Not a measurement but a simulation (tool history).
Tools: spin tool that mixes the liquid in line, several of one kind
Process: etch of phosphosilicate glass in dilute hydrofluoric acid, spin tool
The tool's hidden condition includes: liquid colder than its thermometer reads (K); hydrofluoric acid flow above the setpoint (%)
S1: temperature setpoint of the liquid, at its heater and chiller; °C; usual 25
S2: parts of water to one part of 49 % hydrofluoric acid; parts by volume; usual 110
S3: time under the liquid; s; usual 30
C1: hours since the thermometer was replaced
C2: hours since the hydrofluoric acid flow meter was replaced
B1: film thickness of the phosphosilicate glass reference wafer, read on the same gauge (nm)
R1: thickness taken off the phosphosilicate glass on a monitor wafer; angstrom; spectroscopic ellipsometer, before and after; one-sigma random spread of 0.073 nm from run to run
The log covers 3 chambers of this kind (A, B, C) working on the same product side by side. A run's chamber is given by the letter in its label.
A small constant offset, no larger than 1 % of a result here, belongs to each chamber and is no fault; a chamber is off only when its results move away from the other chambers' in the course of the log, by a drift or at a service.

| run | day | S1 | S2 | S3 | C1 | C2 | B1 | R1 |
|---|---|---|---|---|---|---|---|---|
| 1B | 0.512 | 25 | 110 | 30 | 1315.2 | 367.4 | 80.005 | 229.50 |
| 2C | 0.879 | 25 | 110 | 30 | 1138.8 | 1245.9 | 80.023 | 229.63 |
| 3A | 1.196 | 25 | 110 | 30 | 1321.2 | 347.8 | 79.983 | 231.20 |
| 4C | 1.625 | 25 | 110 | 30 | 1156.7 | 1263.8 | 79.976 | 229.39 |
| 5A | 1.942 | 25 | 110 | 30 | 1339.1 | 365.7 | 80.007 | 233.09 |
| 6B | 2.233 | 25 | 110 | 30 | 1356.5 | 408.7 | 80.000 | 229.50 |
| 7A | 2.754 | 25 | 110 | 30 | 1358.6 | 385.2 | 80.015 | 231.81 |
|  | 2.783 | chamber A: thermometer replaced |
| 8C | 3.167 | 25 | 110 | 30 | 1193.7 | 1300.8 | 79.977 | 230.35 |
| 9B | 3.408 | 25 | 90 | 35 | 1384.7 | 436.9 | 80.045 | 335.87 |
| 10C | 3.792 | 25 | 90 | 35 | 1208.7 | 1315.8 | 79.980 | 334.13 |
| 11A | 4.238 | 25 | 90 | 35 | 34.9 | 420.8 | 79.989 | 341.03 |
| 12B | 4.750 | 25 | 110 | 30 | 1416.9 | 469.1 | 80.011 | 230.04 |
| 13B | 5.167 | 25 | 110 | 30 | 1426.9 | 479.1 | 79.998 | 229.28 |
| 14C | 5.717 | 25 | 110 | 30 | 1254.9 | 1362.0 | 80.007 | 230.60 |
| 15A | 6.079 | 25 | 110 | 30 | 79.1 | 465.0 | 80.009 | 232.53 |
| 16C | 6.617 | 25 | 110 | 30 | 1276.5 | 1383.6 | 80.013 | 229.44 |
| 17B | 7.000 | 25 | 110 | 30 | 1470.9 | 523.1 | 79.991 | 229.22 |
| 18A | 7.429 | 25 | 110 | 30 | 111.5 | 497.4 | 80.006 | 231.31 |
| 19A | 7.788 | 25 | 110 | 30 | 120.1 | 506.0 | 79.995 | 233.02 |
| 20B | 8.225 | 25 | 110 | 30 | 1500.3 | 552.5 | 80.016 | 229.51 |
| 21C | 8.729 | 25 | 110 | 30 | 1327.2 | 1434.3 | 79.988 | 230.00 |
| 22A | 9.092 | 25 | 110 | 30 | 151.4 | 537.3 | 79.979 | 231.50 |
| 23C | 9.488 | 25 | 110 | 30 | 1345.4 | 1452.5 | 79.992 | 229.85 |
| 24B | 9.933 | 25 | 110 | 30 | 1541.3 | 593.5 | 80.011 | 230.28 |
| 25A | 10.433 | 25 | 110 | 30 | 183.6 | 569.5 | 80.016 | 230.32 |
|  | 10.550 | chamber C: thermometer replaced |
| 26C | 10.867 | 30 | 95 | 30 | 7.7 | 1485.6 | 79.994 | 326.18 |
| 27B | 11.254 | 30 | 95 | 30 | 1573.0 | 625.2 | 79.987 | 329.70 |
| 28A | 11.529 | 30 | 95 | 30 | 209.9 | 595.8 | 79.973 | 329.53 |

Next, all 3 chambers run the settings below, one line each with question marks for the results. What does each chamber give?
| 29A | 11.925 | 25 | 110 | 30 |  |  |  | ? |
| 29B | 11.925 | 25 | 110 | 30 |  |  |  | ? |
| 29C | 11.925 | 25 | 110 | 30 |  |  |  | ? |

| run | R1 |
|---|---|
| 29A | 230.99 |
| 29B | 230.91 |
| 29C | 230.82 |

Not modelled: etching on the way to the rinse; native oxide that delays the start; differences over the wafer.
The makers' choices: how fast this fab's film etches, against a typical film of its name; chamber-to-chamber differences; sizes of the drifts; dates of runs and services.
